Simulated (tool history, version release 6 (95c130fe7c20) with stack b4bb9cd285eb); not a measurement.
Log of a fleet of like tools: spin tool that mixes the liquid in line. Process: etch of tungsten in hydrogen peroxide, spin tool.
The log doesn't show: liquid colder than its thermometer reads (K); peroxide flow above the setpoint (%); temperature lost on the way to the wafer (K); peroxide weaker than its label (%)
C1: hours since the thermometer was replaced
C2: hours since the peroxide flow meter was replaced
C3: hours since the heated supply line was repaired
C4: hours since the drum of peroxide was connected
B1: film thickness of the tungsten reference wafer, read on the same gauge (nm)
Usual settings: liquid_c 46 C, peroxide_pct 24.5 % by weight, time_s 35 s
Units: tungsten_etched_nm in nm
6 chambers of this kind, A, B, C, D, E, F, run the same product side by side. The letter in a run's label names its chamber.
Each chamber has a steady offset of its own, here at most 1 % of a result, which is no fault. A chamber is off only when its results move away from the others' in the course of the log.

At hour 4.7: chamber B: new drum of peroxide connected.
Run 1B, hour 8.2: usual settings; C1 588.0; C2 496.3; C3 3209.1; C4 3.6; B1 119.98. Result: tungsten_etched_nm 49.965 nm.
Run 2A, hour 16.7: usual settings; C1 527.1; C2 147.1; C3 866.7; C4 194.1; B1 119.98. Result: tungsten_etched_nm 49.434 nm.
At hour 21.6: chamber E: peroxide flow meter replaced.
Run 3D, hour 27.1: usual settings; C1 748.0; C2 483.4; C3 909.6; C4 30.7; B1 120.01. Result: tungsten_etched_nm 49.655 nm.
Run 4F, hour 37.1: usual settings; C1 770.7; C2 45.4; C3 1751.0; C4 80.3; B1 120.00. Result: tungsten_etched_nm 49.347 nm.
Run 5E, hour 47.3: usual settings; C1 922.2; C2 25.7; C3 1649.6; C4 342.6; B1 120.01. Result: tungsten_etched_nm 49.682 nm.
Run 6C, hour 55.4: usual settings; C1 787.4; C2 600.1; C3 507.7; C4 976.3; B1 120.00. Result: tungsten_etched_nm 49.151 nm.
Run 7A, hour 64.4: usual settings; C1 574.8; C2 194.8; C3 914.4; C4 241.8; B1 120.01. Result: tungsten_etched_nm 49.364 nm.
Run 8F, hour 71.8: usual settings; C1 805.4; C2 80.1; C3 1785.7; C4 115.0; B1 120.01. Result: tungsten_etched_nm 49.535 nm.
Run 9E, hour 79.4: usual settings; C1 954.3; C2 57.8; C3 1681.7; C4 374.7; B1 120.03. Result: tungsten_etched_nm 50.176 nm.
Run 10D, hour 85.2: usual settings; C1 806.1; C2 541.5; C3 967.7; C4 88.8; B1 120.01. Result: tungsten_etched_nm 50.071 nm.
Run 11B, hour 90.9: usual settings; C1 670.7; C2 579.0; C3 3291.8; C4 86.3; B1 119.99. Result: tungsten_etched_nm 50.047 nm.
Run 12C, hour 98.0: usual settings; C1 830.0; C2 642.7; C3 550.3; C4 1018.9; B1 120.03. Result: tungsten_etched_nm 49.222 nm.
Run 13B, hour 108.3: usual settings; C1 688.1; C2 596.4; C3 3309.2; C4 103.7; B1 120.00. Result: tungsten_etched_nm 49.870 nm.
Run 14F, hour 115.1: usual settings but peroxide_pct 21.5 % by weight, time_s 55 s; C1 848.7; C2 123.4; C3 1829.0; C4 158.3; B1 120.01. Result: tungsten_etched_nm 72.704 nm.
Run 15A, hour 122.4: usual settings but peroxide_pct 21.5 % by weight, time_s 55 s; C1 632.8; C2 252.8; C3 972.4; C4 299.8; B1 120.01. Result: tungsten_etched_nm 71.082 nm.
Run 16E, hour 128.5: usual settings but peroxide_pct 21.5 % by weight, time_s 55 s; C1 1003.4; C2 106.9; C3 1730.8; C4 423.8; B1 120.01. Result: tungsten_etched_nm 72.856 nm.
Run 17C, hour 134.1: usual settings but peroxide_pct 21.5 % by weight, time_s 55 s; C1 866.1; C2 678.8; C3 586.4; C4 1055.0; B1 120.01. Result: tungsten_etched_nm 72.513 nm.
Run 18D, hour 141.2: usual settings but peroxide_pct 21.5 % by weight, time_s 55 s; C1 862.1; C2 597.5; C3 1023.7; C4 144.8; B1 119.99. Result: tungsten_etched_nm 73.314 nm.
Run 19E, hour 151.7: usual settings but peroxide_pct 21.5 % by weight, time_s 55 s; C1 1026.6; C2 130.1; C3 1754.0; C4 447.0; B1 120.01. Result: tungsten_etched_nm 73.332 nm.
At hour 158.6: chamber B: peroxide flow meter replaced.
Run 20C, hour 161.2: usual settings; C1 893.2; C2 705.9; C3 613.5; C4 1082.1; B1 119.99. Result: tungsten_etched_nm 49.285 nm.
Run 21A, hour 167.1: usual settings; C1 677.5; C2 297.5; C3 1017.1; C4 344.5; B1 120.00. Result: tungsten_etched_nm 47.953 nm.
At hour 171.6: chamber C: peroxide flow meter replaced.
Run 22B, hour 173.6: usual settings; C1 753.4; C2 15.0; C3 3374.5; C4 169.0; B1 120.01. Result: tungsten_etched_nm 49.727 nm.
Run 23F, hour 178.5: usual settings; C1 912.1; C2 186.8; C3 1892.4; C4 221.7; B1 119.99. Result: tungsten_etched_nm 49.447 nm.
Run 24D, hour 186.5: usual settings; C1 907.4; C2 642.8; C3 1069.0; C4 190.1; B1 119.99. Result: tungsten_etched_nm 49.698 nm.
Run 25D, hour 194.5: usual settings; C1 915.4; C2 650.8; C3 1077.0; C4 198.1; B1 119.99. Result: tungsten_etched_nm 49.779 nm.
Run 26F, hour 203.1: usual settings; C1 936.7; C2 211.4; C3 1917.0; C4 246.3; B1 120.00. Result: tungsten_etched_nm 49.574 nm.
Run 27E, hour 212.6: usual settings but peroxide_pct 19.0 % by weight, time_s 50 s; C1 1087.5; C2 191.0; C3 1814.9; C4 507.9; B1 120.02. Result: tungsten_etched_nm 61.934 nm.
Run 28B, hour 220.8: usual settings but peroxide_pct 19.0 % by weight, time_s 50 s; C1 800.6; C2 62.2; C3 3421.7; C4 216.2; B1 120.01. Result: tungsten_etched_nm 62.570 nm.
At hour 222.6: chamber B: heated supply line repaired.
Run 29C, hour 227.6: usual settings but peroxide_pct 19.0 % by weight, time_s 50 s; C1 959.6; C2 56.1; C3 679.9; C4 1148.5; B1 120.03. Result: tungsten_etched_nm 61.645 nm.
Run 30A, hour 234.5: usual settings but peroxide_pct 19.0 % by weight, time_s 50 s; C1 744.9; C2 364.9; C3 1084.5; C4 411.9; B1 120.02. Result: tungsten_etched_nm 59.844 nm.
Run 31A, hour 243.6: usual settings but peroxide_pct 19.0 % by weight, time_s 50 s; C1 754.0; C2 374.0; C3 1093.6; C4 421.0; B1 120.00. Result: tungsten_etched_nm 60.054 nm.
Run 32B, hour 253.3: usual settings but peroxide_pct 19.0 % by weight, time_s 50 s; C1 833.1; C2 94.7; C3 30.8; C4 248.7; B1 120.00. Result: tungsten_etched_nm 62.549 nm.
Run 33D, hour 263.1: usual settings; C1 984.0; C2 719.4; C3 1145.6; C4 266.7; B1 119.99. Result: tungsten_etched_nm 50.188 nm.
Run 34E, hour 272.1: usual settings but liquid_c 51 C, time_s 50 s; C1 1147.0; C2 250.5; C3 1874.4; C4 567.4; B1 120.01. Result: tungsten_etched_nm 97.750 nm.
Run 35F, hour 280.6: usual settings but liquid_c 51 C, time_s 50 s; C1 1014.2; C2 288.9; C3 1994.5; C4 323.8; B1 120.02. Result: tungsten_etched_nm 96.713 nm.
Run 36C, hour 290.0: usual settings but liquid_c 51 C, time_s 50 s; C1 1022.0; C2 118.5; C3 742.3; C4 1210.9; B1 119.99. Result: tungsten_etched_nm 94.778 nm.

Is one chamber off against the others, does the gauge drift, or is nothing wrong? If a chamber is off, say which, and what the likeliest cause is.

Chamber A drifts away from the others.
Cause: liquid colder than its thermometer reads (K) = 0.705.
The log may not tell that from: peroxide flow below the setpoint (%); temperature lost on the way to the wafer (K); peroxide weaker than its label (%).

Here are 4 candidates for chamber A's next run, each the usual settings with a change, their results left as question marks. Which one brings its results back in line with what the others give on the usual settings?
In line means no further than this from the other chambers' mean on the usual settings: tungsten_etched_nm 1.100 nm
Run 37A-1, hour 297.8: usual settings but peroxide_pct 27.0 % by weight. Result: tungsten_etched_nm ?.
Run 37A-2, hour 297.8: usual settings but liquid_c 47.5 C. Result: tungsten_etched_nm ?.
Run 37A-3, hour 297.8: usual settings but liquid_c 44.5 C. Result: tungsten_etched_nm ?.
Run 37A-4, hour 297.8: usual settings but peroxide_pct 22.0 % by weight. Result: tungsten_etched_nm ?.

The other chambers' mean on the usual settings: tungsten_etched_nm 49.719 nm
  run  tungsten_etched_nm
37A-1              49.938
37A-2              52.166
37A-3              43.326
37A-4              45.030
37A-1 brings the chamber back in line.

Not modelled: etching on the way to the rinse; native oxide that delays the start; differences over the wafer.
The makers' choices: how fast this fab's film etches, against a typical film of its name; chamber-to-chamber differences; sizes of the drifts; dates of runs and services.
